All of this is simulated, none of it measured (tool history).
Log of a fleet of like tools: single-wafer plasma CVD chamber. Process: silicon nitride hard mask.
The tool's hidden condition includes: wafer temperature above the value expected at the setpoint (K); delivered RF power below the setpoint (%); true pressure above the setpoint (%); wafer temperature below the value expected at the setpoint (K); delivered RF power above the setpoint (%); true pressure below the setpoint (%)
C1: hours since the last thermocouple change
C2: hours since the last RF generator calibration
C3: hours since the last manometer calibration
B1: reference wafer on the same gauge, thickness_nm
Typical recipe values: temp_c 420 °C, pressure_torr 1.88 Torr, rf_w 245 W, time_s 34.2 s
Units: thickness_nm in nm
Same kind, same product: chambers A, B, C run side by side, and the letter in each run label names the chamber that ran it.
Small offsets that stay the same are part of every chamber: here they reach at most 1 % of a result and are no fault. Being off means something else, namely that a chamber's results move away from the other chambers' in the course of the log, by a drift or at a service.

Run 1B, hour 3.3: usual settings; C1 947.3; C2 877.4; C3 406.9; B1 39.106. Result: thickness_nm 35.175 nm.
Run 2A, hour 9.1: usual settings; C1 1715.0; C2 1132.6; C3 129.3; B1 39.094. Result: thickness_nm 35.574 nm.
Run 3C, hour 13.6: usual settings; C1 234.0; C2 942.0; C3 1452.3; B1 39.106. Result: thickness_nm 35.174 nm.
Run 4A, hour 18.8: usual settings; C1 1724.7; C2 1142.3; C3 139.0; B1 39.097. Result: thickness_nm 35.388 nm.
Run 5C, hour 22.9: usual settings; C1 243.3; C2 951.3; C3 1461.6; B1 39.143. Result: thickness_nm 35.522 nm.
Run 6B, hour 29.5: usual settings; C1 973.5; C2 903.6; C3 433.1; B1 39.083. Result: thickness_nm 35.291 nm.
Run 7C, hour 36.0: usual settings; C1 256.4; C2 964.4; C3 1474.7; B1 39.117. Result: thickness_nm 35.362 nm.
Run 8B, hour 41.4: usual settings; C1 985.4; C2 915.5; C3 445.0; B1 39.087. Result: thickness_nm 35.454 nm.
Run 9A, hour 45.6: usual settings; C1 1751.5; C2 1169.1; C3 165.8; B1 39.122. Result: thickness_nm 35.278 nm.
Run 10C, hour 51.7: usual settings but temp_c 431 °C; C1 272.1; C2 980.1; C3 1490.4; B1 39.116. Result: thickness_nm 35.169 nm.
Run 11A, hour 56.3: usual settings but temp_c 431 °C; C1 1762.2; C2 1179.8; C3 176.5; B1 39.102. Result: thickness_nm 35.039 nm.
Run 12B, hour 60.8: usual settings but temp_c 431 °C; C1 1004.8; C2 934.9; C3 464.4; B1 39.046. Result: thickness_nm 35.077 nm.
Run 13C, hour 67.6: usual settings; C1 288.0; C2 996.0; C3 1506.3; B1 39.106. Result: thickness_nm 35.328 nm.
Run 14A, hour 72.2: usual settings; C1 1778.1; C2 1195.7; C3 192.4; B1 39.090. Result: thickness_nm 34.790 nm.
Run 15B, hour 77.5: usual settings but pressure_torr 2.25 Torr; C1 1021.5; C2 951.6; C3 481.1; B1 39.120. Result: thickness_nm 37.099 nm.
Run 16A, hour 84.5: usual settings but pressure_torr 2.25 Torr; C1 1790.4; C2 1208.0; C3 204.7; B1 39.124. Result: thickness_nm 36.519 nm.
Run 17C, hour 91.6: usual settings but pressure_torr 2.25 Torr; C1 312.0; C2 1020.0; C3 1530.3; B1 39.083. Result: thickness_nm 37.006 nm.
Run 18B, hour 96.7: usual settings; C1 1040.7; C2 970.8; C3 500.3; B1 39.092. Result: thickness_nm 35.441 nm.
Run 19B, hour 104.0: usual settings; C1 1048.0; C2 978.1; C3 507.6; B1 39.080. Result: thickness_nm 35.274 nm.
Run 20C, hour 108.8: usual settings; C1 329.2; C2 1037.2; C3 1547.5; B1 39.123. Result: thickness_nm 35.154 nm.
Run 21A, hour 112.5: usual settings but temp_c 429 °C; C1 1818.4; C2 1236.0; C3 232.7; B1 39.094. Result: thickness_nm 33.963 nm.
Run 22A, hour 115.8: usual settings but temp_c 429 °C; C1 1821.7; C2 1239.3; C3 236.0; B1 39.084. Result: thickness_nm 34.277 nm.
Run 23C, hour 120.6: usual settings but temp_c 429 °C; C1 341.0; C2 1049.0; C3 1559.3; B1 39.104. Result: thickness_nm 35.275 nm.
Run 24B, hour 125.3: usual settings; C1 1069.3; C2 999.4; C3 528.9; B1 39.092. Result: thickness_nm 35.451 nm.

Next, all 3 chambers run the settings below, one line each with question marks for the results. What does each chamber give?
Run 25A, hour 130.6: usual settings. Result: thickness_nm ?.
Run 25B, hour 130.6: usual settings. Result: thickness_nm ?.
Run 25C, hour 130.6: usual settings. Result: thickness_nm ?.

run  thickness_nm
25A        33.820
25B        35.395
25C        35.252

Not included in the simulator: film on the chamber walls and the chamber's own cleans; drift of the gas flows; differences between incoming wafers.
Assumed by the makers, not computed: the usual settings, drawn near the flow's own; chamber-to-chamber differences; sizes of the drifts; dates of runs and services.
